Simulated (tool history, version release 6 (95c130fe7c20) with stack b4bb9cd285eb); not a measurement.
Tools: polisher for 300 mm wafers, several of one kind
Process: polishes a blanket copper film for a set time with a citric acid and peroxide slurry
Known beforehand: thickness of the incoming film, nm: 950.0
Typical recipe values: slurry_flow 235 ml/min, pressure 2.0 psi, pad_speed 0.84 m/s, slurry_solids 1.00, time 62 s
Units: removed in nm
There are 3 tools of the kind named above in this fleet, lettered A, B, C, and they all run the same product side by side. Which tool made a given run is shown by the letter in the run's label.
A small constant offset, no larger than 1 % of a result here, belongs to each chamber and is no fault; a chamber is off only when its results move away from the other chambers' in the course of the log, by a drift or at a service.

run	day	slurry_flow	pressure	pad_speed	slurry_solids	time	wafers polished on this pad	hours since the slurry nozzle was cleaned	hours since the head pressure was calibrated	hours since the slurry blender was calibrated	removed
1A	0.533	235	2.0	0.84	1.00	62	1298	695.4	483.9	263.6	86.995
# day 0.662: chamber A: worn pad replaced by a new one
# day 0.867: chamber B: worn pad replaced by a new one
2B	1.096	235	2.0	0.84	1.00	62	72	247.5	454.0	125.1	89.194
3C	1.433	235	2.0	0.84	1.00	62	478	585.2	670.6	66.1	87.087
4A	2.062	235	2.0	0.84	1.00	62	442	732.1	520.6	300.3	86.531
# day 2.346: chamber A: slurry blender recalibrated
5B	2.392	235	2.0	0.84	1.00	62	482	278.6	485.1	156.2	89.657
# day 2.804: chamber B: slurry blender recalibrated
6C	3.000	235	2.0	0.84	1.00	62	973	622.8	708.2	103.7	89.006
# day 3.071: chamber C: slurry blender recalibrated
7A	3.429	235	2.0	0.84	1.00	62	874	764.9	553.4	26.0	89.171
8C	3.971	235	2.0	0.84	1.00	62	1280	646.1	731.5	21.7	88.774
# day 4.500: chamber A: worn pad replaced by a new one
9B	4.517	235	2.0	0.84	1.00	62	1153	329.6	536.1	41.1	87.382
# day 4.692: chamber C: worn pad replaced by a new one
10B	4.817	235	2.0	0.84	1.00	62	1248	336.8	543.3	48.3	88.483
# day 4.954: chamber B: worn pad replaced by a new one
# day 5.312: chamber A: slurry nozzle cleaned
11C	5.354	235	2.0	0.84	1.00	62	210	679.3	764.7	54.9	88.348
12A	5.988	235	2.0	0.84	1.00	55	471	16.3	614.8	87.4	79.157
# day 6.067: chamber B: slurry nozzle cleaned
13B	6.396	235	2.0	0.84	1.00	55	456	8.0	581.2	86.2	75.589
# day 6.650: chamber C: head pressure recalibrated
14C	7.058	235	2.0	0.84	1.00	55	748	720.2	9.8	95.8	78.132
# day 7.371: chamber C: slurry blender recalibrated
15A	7.500	235	2.0	0.84	1.00	62	949	52.6	651.1	123.7	88.591
16C	7.875	235	2.0	0.84	1.00	42	1007	739.8	29.4	12.2	59.552
17A	8.229	235	2.0	0.84	1.00	42	1179	70.1	668.6	141.2	61.218
18B	8.567	235	2.0	0.84	1.00	42	1142	60.1	633.3	138.3	58.326
# day 8.683: chamber A: worn pad replaced by a new one
19A	9.225	235	2.0	0.84	0.85	62	172	94.0	692.5	165.1	84.627
# day 9.275: chamber B: worn pad replaced by a new one
20C	9.629	235	2.0	0.84	0.85	62	1561	781.9	71.5	54.3	85.881
# day 9.808: chamber C: worn pad replaced by a new one
# day 10.017: chamber B: slurry blender recalibrated
21B	10.254	235	2.0	0.84	0.85	62	309	100.6	673.8	5.7	81.990
22A	10.550	235	2.0	0.84	1.00	62	590	125.8	724.3	196.9	88.523
23C	10.900	235	2.0	0.84	1.00	62	345	812.4	102.0	84.8	88.918
# day 11.350: chamber C: slurry blender recalibrated
24B	11.542	235	2.0	0.84	1.00	62	716	131.5	704.7	36.6	83.289
25A	12.171	235	2.0	0.84	1.00	62	1103	164.7	763.2	235.8	88.015
26C	12.471	175	1.4	0.84	1.00	62	842	850.1	139.7	27.0	59.708
27B	12.912	175	1.4	0.84	1.00	62	1149	164.4	737.6	69.5	55.771
# day 13.162: chamber A: worn pad replaced by a new one
# day 13.188: chamber B: worn pad replaced by a new one
28A	13.375	175	1.4	0.84	1.00	62	67	193.6	792.1	264.7	59.540
29B	13.983	235	2.0	0.84	1.00	62	252	190.1	763.3	95.2	80.334
# day 14.288: chamber A: slurry blender recalibrated
30C	14.371	235	2.0	0.84	1.00	62	1442	895.7	185.3	72.6	86.838
# day 14.625: chamber C: worn pad replaced by a new one
# day 14.750: chamber C: slurry nozzle cleaned
31C	14.888	235	2.0	0.84	1.00	62	83	3.4	197.7	85.0	89.361
32B	15.308	235	2.0	0.84	1.00	62	671	221.9	795.1	127.0	79.714
# day 15.338: chamber C: slurry blender recalibrated
33A	15.962	235	2.0	0.84	1.00	62	885	255.7	854.2	40.2	88.952
34C	16.462	235	2.0	0.84	1.00	62	581	41.2	235.5	27.1	88.470

Next, all 3 chambers run the settings below, one line each with question marks for the results. What does each chamber give?
35A	16.946	235	2.5	0.84	1.00	62					?
35B	16.946	235	2.5	0.84	1.00	62					?
35C	16.946	235	2.5	0.84	1.00	62					?

run	removed
35A	106.800
35B	99.013
35C	108.480

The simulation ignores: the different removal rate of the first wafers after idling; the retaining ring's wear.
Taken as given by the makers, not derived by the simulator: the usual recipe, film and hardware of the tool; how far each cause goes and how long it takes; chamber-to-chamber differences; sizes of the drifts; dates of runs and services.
